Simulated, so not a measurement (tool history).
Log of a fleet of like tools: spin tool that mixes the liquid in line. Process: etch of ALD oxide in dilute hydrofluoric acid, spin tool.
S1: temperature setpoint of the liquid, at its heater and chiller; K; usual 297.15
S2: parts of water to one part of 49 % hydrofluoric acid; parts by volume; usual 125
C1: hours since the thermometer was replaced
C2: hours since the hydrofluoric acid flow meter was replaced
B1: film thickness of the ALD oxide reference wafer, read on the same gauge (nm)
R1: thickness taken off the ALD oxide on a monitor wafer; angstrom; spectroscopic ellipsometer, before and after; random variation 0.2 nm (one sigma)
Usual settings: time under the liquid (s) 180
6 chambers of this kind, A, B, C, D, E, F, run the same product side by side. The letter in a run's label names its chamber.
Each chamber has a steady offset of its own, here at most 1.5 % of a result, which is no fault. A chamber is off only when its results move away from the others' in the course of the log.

run 1D hour=5.9 | S1=297.15 S2=125 time_under_the_liquid_(s)=180 | C1=1000.9 C2=560.5 | B1=69.983 | R1=293.22
run 2A hour=12.4 | S1=297.15 S2=125 time_under_the_liquid_(s)=180 | C1=515.9 C2=1468.9 | B1=70.007 | R1=294.37
run 3B hour=23.5 | S1=297.15 S2=125 time_under_the_liquid_(s)=180 | C1=852.7 C2=1783.5 | B1=69.995 | R1=295.3
run 4F hour=29.5 | S1=297.15 S2=125 time_under_the_liquid_(s)=180 | C1=1278.4 C2=705.1 | B1=70.006 | R1=290.88
run 5C hour=36.4 | S1=297.15 S2=170 time_under_the_liquid_(s)=180 | C1=383.6 C2=923.8 | B1=69.992 | R1=205.94
run 6E hour=47.3 | S1=297.15 S2=170 time_under_the_liquid_(s)=180 | C1=621.2 C2=2157.4 | B1=69.977 | R1=201.03
run 7B hour=55.4 | S1=297.15 S2=170 time_under_the_liquid_(s)=180 | C1=884.6 C2=1815.4 | B1=69.994 | R1=204.27
run 8D hour=62.1 | S1=297.15 S2=170 time_under_the_liquid_(s)=180 | C1=1057.1 C2=616.7 | B1=70.005 | R1=204.55
-- hour=62.4 chamber A: hydrofluoric acid flow meter replaced
run 9E hour=68.9 | S1=297.15 S2=170 time_under_the_liquid_(s)=180 | C1=642.8 C2=2179 | B1=70.009 | R1=198.09
run 10F hour=76.3 | S1=297.15 S2=170 time_under_the_liquid_(s)=180 | C1=1325.2 C2=751.9 | B1=69.971 | R1=207.52
run 11A hour=87.6 | S1=297.15 S2=125 time_under_the_liquid_(s)=180 | C1=591.1 C2=25.3 | B1=70.005 | R1=295.7
run 12C hour=92.9 | S1=297.15 S2=125 time_under_the_liquid_(s)=180 | C1=440.1 C2=980.3 | B1=70.023 | R1=296.04
run 13B hour=103.9 | S1=297.15 S2=125 time_under_the_liquid_(s)=180 | C1=933.1 C2=1863.9 | B1=69.991 | R1=297.15
run 14D hour=115.3 | S1=297.15 S2=125 time_under_the_liquid_(s)=180 | C1=1110.3 C2=669.9 | B1=69.982 | R1=293.06
run 15C hour=125.4 | S1=297.15 S2=125 time_under_the_liquid_(s)=210 | C1=472.6 C2=1012.8 | B1=69.99 | R1=345.72
run 16F hour=131.8 | S1=297.15 S2=125 time_under_the_liquid_(s)=210 | C1=1380.7 C2=807.4 | B1=70.01 | R1=338.13
run 17A hour=142.9 | S1=297.15 S2=125 time_under_the_liquid_(s)=210 | C1=646.4 C2=80.6 | B1=69.978 | R1=342.96
run 18E hour=154 | S1=297.15 S2=125 time_under_the_liquid_(s)=210 | C1=727.9 C2=2264.1 | B1=70.019 | R1=336.46
run 19B hour=164.3 | S1=297.15 S2=125 time_under_the_liquid_(s)=210 | C1=993.5 C2=1924.3 | B1=70.003 | R1=344.34
-- hour=168.7 chamber B: hydrofluoric acid flow meter replaced
run 20C hour=173.6 | S1=297.15 S2=125 time_under_the_liquid_(s)=210 | C1=520.8 C2=1061 | B1=69.983 | R1=343.63
run 21D hour=181.2 | S1=297.15 S2=125 time_under_the_liquid_(s)=180 | C1=1176.2 C2=735.8 | B1=69.984 | R1=293.14
-- hour=184 chamber D: hydrofluoric acid flow meter replaced
run 22F hour=186.4 | S1=297.15 S2=125 time_under_the_liquid_(s)=180 | C1=1435.3 C2=862 | B1=69.984 | R1=295.11
run 23E hour=192.9 | S1=297.15 S2=125 time_under_the_liquid_(s)=180 | C1=766.8 C2=2303 | B1=70.008 | R1=292.38
run 24A hour=202.2 | S1=297.15 S2=125 time_under_the_liquid_(s)=180 | C1=705.7 C2=139.9 | B1=70.023 | R1=291.73
run 25F hour=210.8 | S1=297.15 S2=80 time_under_the_liquid_(s)=180 | C1=1459.7 C2=886.4 | B1=70.022 | R1=476.53
run 26D hour=217.5 | S1=297.15 S2=80 time_under_the_liquid_(s)=180 | C1=1212.5 C2=33.6 | B1=70.012 | R1=479.51
run 27A hour=222.4 | S1=297.15 S2=80 time_under_the_liquid_(s)=180 | C1=725.9 C2=160.1 | B1=70.007 | R1=485.41
run 28C hour=233 | S1=297.15 S2=80 time_under_the_liquid_(s)=180 | C1=580.2 C2=1120.4 | B1=69.982 | R1=489.53
run 29E hour=239.1 | S1=297.15 S2=80 time_under_the_liquid_(s)=180 | C1=813 C2=2349.2 | B1=69.991 | R1=471.84
run 30B hour=244.4 | S1=297.15 S2=80 time_under_the_liquid_(s)=180 | C1=1073.6 C2=75.8 | B1=70.001 | R1=487.67
run 31B hour=251 | S1=297.15 S2=125 time_under_the_liquid_(s)=180 | C1=1080.2 C2=82.4 | B1=70.016 | R1=295.63
-- hour=254.3 chamber C: thermometer replaced
run 32E hour=262.3 | S1=297.15 S2=125 time_under_the_liquid_(s)=180 | C1=836.2 C2=2372.4 | B1=70.019 | R1=287.22
run 33C hour=271.3 | S1=297.15 S2=125 time_under_the_liquid_(s)=180 | C1=17 C2=1158.7 | B1=70.021 | R1=293.22
run 34A hour=281.8 | S1=297.15 S2=125 time_under_the_liquid_(s)=180 | C1=785.3 C2=219.5 | B1=69.983 | R1=293.31
run 35D hour=292.5 | S1=297.15 S2=125 time_under_the_liquid_(s)=180 | C1=1287.5 C2=108.6 | B1=70.034 | R1=292.1
run 36F hour=301.3 | S1=297.15 S2=125 time_under_the_liquid_(s)=180 | C1=1550.2 C2=976.9 | B1=70.004 | R1=293.41
run 37A hour=311.4 | S1=297.15 S2=125 time_under_the_liquid_(s)=180 | C1=814.9 C2=249.1 | B1=70.005 | R1=296.45
run 38E hour=316.9 | S1=297.15 S2=125 time_under_the_liquid_(s)=180 | C1=890.8 C2=2427 | B1=69.997 | R1=286.39
-- hour=325.7 chamber F: thermometer replaced
run 39B hour=327.1 | S1=297.15 S2=125 time_under_the_liquid_(s)=180 | C1=1156.3 C2=158.5 | B1=70.01 | R1=296
run 40C hour=335.1 | S1=297.15 S2=125 time_under_the_liquid_(s)=180 | C1=80.8 C2=1222.5 | B1=70.006 | R1=294.09
run 41F hour=340.1 | S1=297.15 S2=125 time_under_the_liquid_(s)=180 | C1=14.4 C2=1015.7 | B1=69.994 | R1=294.87
run 42D hour=350.4 | S1=297.15 S2=125 time_under_the_liquid_(s)=180 | C1=1345.4 C2=166.5 | B1=69.998 | R1=294.24
run 43D hour=360.9 | S1=297.15 S2=125 time_under_the_liquid_(s)=180 | C1=1355.9 C2=177 | B1=69.992 | R1=291.92

Is one chamber off against the others, does the gauge drift, or is nothing wrong? If a chamber is off, say which, and what the likeliest cause is.

No chamber stands off beyond its own small offset, and the gauge holds steady.

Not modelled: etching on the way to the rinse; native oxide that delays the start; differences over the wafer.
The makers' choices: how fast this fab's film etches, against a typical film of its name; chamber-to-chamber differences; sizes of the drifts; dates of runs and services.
